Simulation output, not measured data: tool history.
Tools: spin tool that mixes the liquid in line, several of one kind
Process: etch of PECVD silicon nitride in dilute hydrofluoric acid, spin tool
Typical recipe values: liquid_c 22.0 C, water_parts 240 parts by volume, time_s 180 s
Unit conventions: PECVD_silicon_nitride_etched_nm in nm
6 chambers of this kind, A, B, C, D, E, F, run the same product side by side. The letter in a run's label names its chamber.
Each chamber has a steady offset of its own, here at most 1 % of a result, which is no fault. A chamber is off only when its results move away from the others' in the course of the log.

| run | hour | liquid_c | water_parts | time_s | read-back film thickness of the PECVD silicon nitride reference wafer, read on the same gauge (nm) | PECVD_silicon_nitride_etched_nm |
|---|---|---|---|---|---|---|
| 1E | 3.2 | 22.0 | 240 | 180 | 80.013 | 3.7354 |
| 2F | 6.4 | 22.0 | 240 | 180 | 80.006 | 3.8650 |
| 3D | 10.3 | 22.0 | 240 | 180 | 79.993 | 3.7630 |
| 4C | 14.2 | 22.0 | 240 | 180 | 79.983 | 3.8407 |
| 5B | 17.1 | 22.0 | 240 | 180 | 80.015 | 3.7758 |
| 6A | 20.6 | 22.0 | 240 | 180 | 80.037 | 3.8500 |
| 7D | 23.8 | 22.0 | 240 | 180 | 79.969 | 3.7549 |
| 8A | 26.7 | 22.0 | 240 | 180 | 79.992 | 3.7519 |
| 9E | 29.5 | 22.0 | 240 | 180 | 79.979 | 3.7553 |
| 10C | 33.1 | 22.0 | 240 | 180 | 80.005 | 3.8434 |
| 11F | 37.1 | 22.0 | 240 | 180 | 80.043 | 3.8664 |
| 12B | 39.3 | 22.0 | 240 | 180 | 80.023 | 3.7927 |
| 13E | 42.9 | 22.0 | 240 | 180 | 80.023 | 3.8010 |
| 14F | 45.4 | 22.0 | 240 | 180 | 80.029 | 3.8589 |
| 15A | 48.1 | 19.5 | 240 | 180 | 79.972 | 3.2044 |
| 16C | 51.3 | 19.5 | 240 | 180 | 80.021 | 3.2519 |
| 17D | 55.2 | 19.5 | 240 | 180 | 79.983 | 3.1674 |
| 18B | 58.2 | 19.5 | 240 | 180 | 80.025 | 3.2001 |
| 19E | 61.7 | 19.5 | 240 | 180 | 80.008 | 3.2295 |
| 20A | 66.0 | 19.5 | 240 | 180 | 79.991 | 3.3058 |
| 21F | 70.2 | 22.0 | 240 | 180 | 80.008 | 3.8051 |
| 22D | 74.5 | 20.5 | 240 | 180 | 80.034 | 3.4471 |
| 23B | 76.9 | 20.5 | 240 | 180 | 80.005 | 3.4262 |
| 24C | 79.1 | 20.5 | 240 | 180 | 80.003 | 3.4614 |
| 25E | 81.8 | 20.5 | 240 | 180 | 79.968 | 3.4166 |
| 26A | 85.4 | 20.5 | 240 | 180 | 79.958 | 3.6436 |
| 27F | 89.5 | 20.5 | 240 | 180 | 80.014 | 3.4464 |
| 28B | 93.3 | 22.0 | 240 | 180 | 79.996 | 3.8025 |
| 29D | 96.1 | 22.0 | 240 | 180 | 80.022 | 3.7751 |
|  | 96.6 | chamber C: hydrofluoric acid flow meter replaced |
| 30C | 99.9 | 22.0 | 240 | 180 | 80.035 | 3.7789 |
| 31B | 103.7 | 22.0 | 240 | 180 | 80.003 | 3.7098 |
| 32A | 108.0 | 22.0 | 240 | 180 | 79.986 | 4.1411 |
| 33F | 110.4 | 22.0 | 240 | 180 | 80.043 | 3.7916 |
| 34E | 114.3 | 22.0 | 240 | 180 | 80.007 | 3.7570 |
| 35D | 118.1 | 22.0 | 165 | 125 | 79.996 | 3.8505 |
| 36C | 120.1 | 22.0 | 165 | 125 | 79.972 | 3.7838 |

The same settings go to every chamber for the next run, one line per chamber below. Forecast the results for each:
| 37A | 123.2 | 24.5 | 240 | 180 |  | ? |
| 37B | 123.2 | 24.5 | 240 | 180 |  | ? |
| 37C | 123.2 | 24.5 | 240 | 180 |  | ? |
| 37D | 123.2 | 24.5 | 240 | 180 |  | ? |
| 37E | 123.2 | 24.5 | 240 | 180 |  | ? |
| 37F | 123.2 | 24.5 | 240 | 180 |  | ? |

| run | PECVD_silicon_nitride_etched_nm |
|---|---|
| 37A | 5.0072 |
| 37B | 4.3894 |
| 37C | 4.4557 |
| 37D | 4.4480 |
| 37E | 4.3289 |
| 37F | 4.3927 |
